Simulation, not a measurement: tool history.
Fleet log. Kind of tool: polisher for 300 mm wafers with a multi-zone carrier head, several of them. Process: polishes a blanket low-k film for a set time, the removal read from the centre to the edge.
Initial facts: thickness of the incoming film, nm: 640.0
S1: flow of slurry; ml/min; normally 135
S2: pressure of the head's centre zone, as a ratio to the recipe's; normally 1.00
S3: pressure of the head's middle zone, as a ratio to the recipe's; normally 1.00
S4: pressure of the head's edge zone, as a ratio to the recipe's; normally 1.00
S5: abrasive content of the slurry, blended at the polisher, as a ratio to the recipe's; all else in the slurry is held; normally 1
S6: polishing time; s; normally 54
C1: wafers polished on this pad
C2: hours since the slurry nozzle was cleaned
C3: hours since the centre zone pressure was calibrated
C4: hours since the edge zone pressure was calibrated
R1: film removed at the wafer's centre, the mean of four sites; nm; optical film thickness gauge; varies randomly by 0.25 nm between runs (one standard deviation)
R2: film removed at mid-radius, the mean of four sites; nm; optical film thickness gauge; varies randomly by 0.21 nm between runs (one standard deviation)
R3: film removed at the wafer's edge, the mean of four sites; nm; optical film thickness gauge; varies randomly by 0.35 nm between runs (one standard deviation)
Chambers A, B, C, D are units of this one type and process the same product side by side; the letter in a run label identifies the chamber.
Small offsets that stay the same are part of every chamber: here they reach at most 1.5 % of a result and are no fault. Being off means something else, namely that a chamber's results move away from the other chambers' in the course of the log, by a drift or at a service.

run	hour	S1	S2	S3	S4	S5	S6	C1	C2	C3	C4	R1	R2	R3
1A	4.5	135	1.00	1.00	1.00	1	54	316	77.9	778.0	579.9	27.704	28.421	27.917
2D	12.1	135	1.00	1.00	1.00	1	54	1236	455.7	1143.1	213.5	28.311	28.355	28.408
# hour 13.3: chamber B: worn pad replaced by a new one
# hour 13.6: chamber D: worn pad replaced by a new one
3B	16.4	135	1.00	1.00	1.00	1	54	20	534.4	99.7	743.4	28.652	28.616	28.271
4C	20.8	135	1.00	1.00	1.00	1	54	469	554.0	96.3	276.2	28.616	28.014	28.967
5B	24.9	135	1.00	1.00	1.00	1	54	77	542.9	108.2	751.9	28.811	28.523	28.647
6C	30.0	135	1.00	1.00	1.00	1	54	530	563.2	105.5	285.4	28.280	28.366	28.741
# hour 37.1: chamber A: worn pad replaced by a new one
7A	37.7	135	1.00	1.00	1.00	1	54	4	111.1	811.2	613.1	27.907	28.615	28.115
8D	43.3	135	1.00	1.00	1.00	1	54	197	486.9	1174.3	244.7	27.920	28.427	28.170
9C	47.4	135	1.00	1.00	1.00	1	54	645	580.6	122.9	302.8	27.773	28.496	28.633
# hour 49.5: chamber C: worn pad replaced by a new one
10A	54.9	135	0.94	1.12	1.00	1	54	118	128.3	828.4	630.3	26.279	31.549	27.977
# hour 59.5: chamber D: centre zone pressure recalibrated
11B	61.9	135	0.94	1.12	1.00	1	54	322	579.9	145.2	788.9	26.632	31.686	28.200
12D	67.4	135	0.94	1.12	1.00	1	54	356	511.0	7.9	268.8	26.389	31.759	28.118
# hour 71.0: chamber C: slurry nozzle cleaned
13C	71.6	135	0.94	1.12	1.00	1	54	146	0.7	147.1	327.0	27.048	31.409	28.488
14A	76.8	135	1.00	1.00	1.00	1	54	263	150.2	850.3	652.2	28.095	28.458	27.984
15D	85.0	135	1.00	1.00	1.00	1	54	473	528.6	25.5	286.4	28.422	28.231	28.212
16B	89.0	135	1.00	1.00	1.00	1	54	502	607.0	172.3	816.0	28.113	28.069	28.653
17A	94.3	135	1.00	1.00	1.00	1	54	379	167.7	867.8	669.7	27.678	28.331	27.977
18D	98.9	135	1.00	1.00	1.00	1	54	565	542.5	39.4	300.3	28.369	28.116	27.773
19C	104.6	100	1.00	1.00	1.00	1	54	365	33.7	180.1	360.0	25.959	26.436	26.742
# hour 110.1: chamber A: centre zone pressure recalibrated
20B	111.8	100	1.00	1.00	1.00	1	54	653	629.8	195.1	838.8	25.976	26.527	26.042
# hour 115.2: chamber A: worn pad replaced by a new one
21C	117.4	100	1.00	1.00	1.00	1	54	450	46.5	192.9	372.8	25.165	26.110	27.011
22A	123.1	100	1.00	1.00	1.00	1	54	53	196.5	13.1	698.5	26.121	25.897	26.207
23D	127.3	135	1.00	1.00	1.00	1	54	754	570.9	67.8	328.7	28.089	28.320	28.166
24B	132.6	135	1.00	1.00	1.00	1	54	791	650.6	215.9	859.6	28.653	28.782	28.428
25B	141.2	135	1.00	1.00	1.00	1	54	848	659.2	224.5	868.2	28.303	28.730	28.564
# hour 144.0: chamber C: worn pad replaced by a new one
26D	148.4	135	1.00	1.00	1.00	1	54	894	592.0	88.9	349.8	28.441	28.493	28.292
27C	153.5	135	1.00	1.00	1.00	1	54	63	82.6	229.0	408.9	27.280	28.759	28.954
28A	161.3	135	1.00	1.00	1.00	1	54	306	234.7	51.3	736.7	27.958	28.401	28.172
29D	169.5	135	1.00	1.00	1.00	1	54	1034	613.1	110.0	370.9	28.434	28.406	28.397
30A	177.1	135	1.00	1.00	0.94	1	66	411	250.5	67.1	752.5	34.691	35.038	32.414
31C	184.4	135	1.00	1.00	0.94	1	66	268	113.5	259.9	439.8	31.641	34.701	34.042
32B	191.0	135	1.00	1.00	0.94	1	66	1178	709.0	274.3	918.0	34.575	35.157	33.929

Does one chamber stand apart from the rest, does the shared gauge drift, or is all well apart from small per-chamber offsets? Give the chamber and the most likely cause, where there is one.

Little by little, chamber C moves away from the other chambers.
Cause: centre zone's pressure below its setpoint, % = 8.04.

Below are 4 candidate recipes for chamber C's next run, each the usual settings with a change, their results shown as question marks. Which of them brings C's results back in line with what the other chambers give on the usual settings?
Maximum distance from the other chambers' mean on the usual settings for a result to count as in line: R1 0.860 nm; R2 0.750 nm; R3 1.200 nm
33C-1	197.3	130	0.93	1.01	1.02	1	54					?	?	?
33C-2	197.3	125	0.88	1.02	1.04	1	54					?	?	?
33C-3	197.3	140	1.07	0.99	0.98	1	54					?	?	?
33C-4	197.3	145	1.12	0.98	0.96	1	54					?	?	?

Other chambers, usual settings, mean: R1 28.270 nm; R2 28.381 nm; R3 28.261 nm
run	R1	R2	R3
33C-1	23.789	28.553	28.489
33C-2	22.147	28.562	28.603
33C-3	28.264	28.468	28.217
33C-4	29.946	28.402	28.062
Change 33C-3 lands the chamber within the allowed miss of the other chambers.

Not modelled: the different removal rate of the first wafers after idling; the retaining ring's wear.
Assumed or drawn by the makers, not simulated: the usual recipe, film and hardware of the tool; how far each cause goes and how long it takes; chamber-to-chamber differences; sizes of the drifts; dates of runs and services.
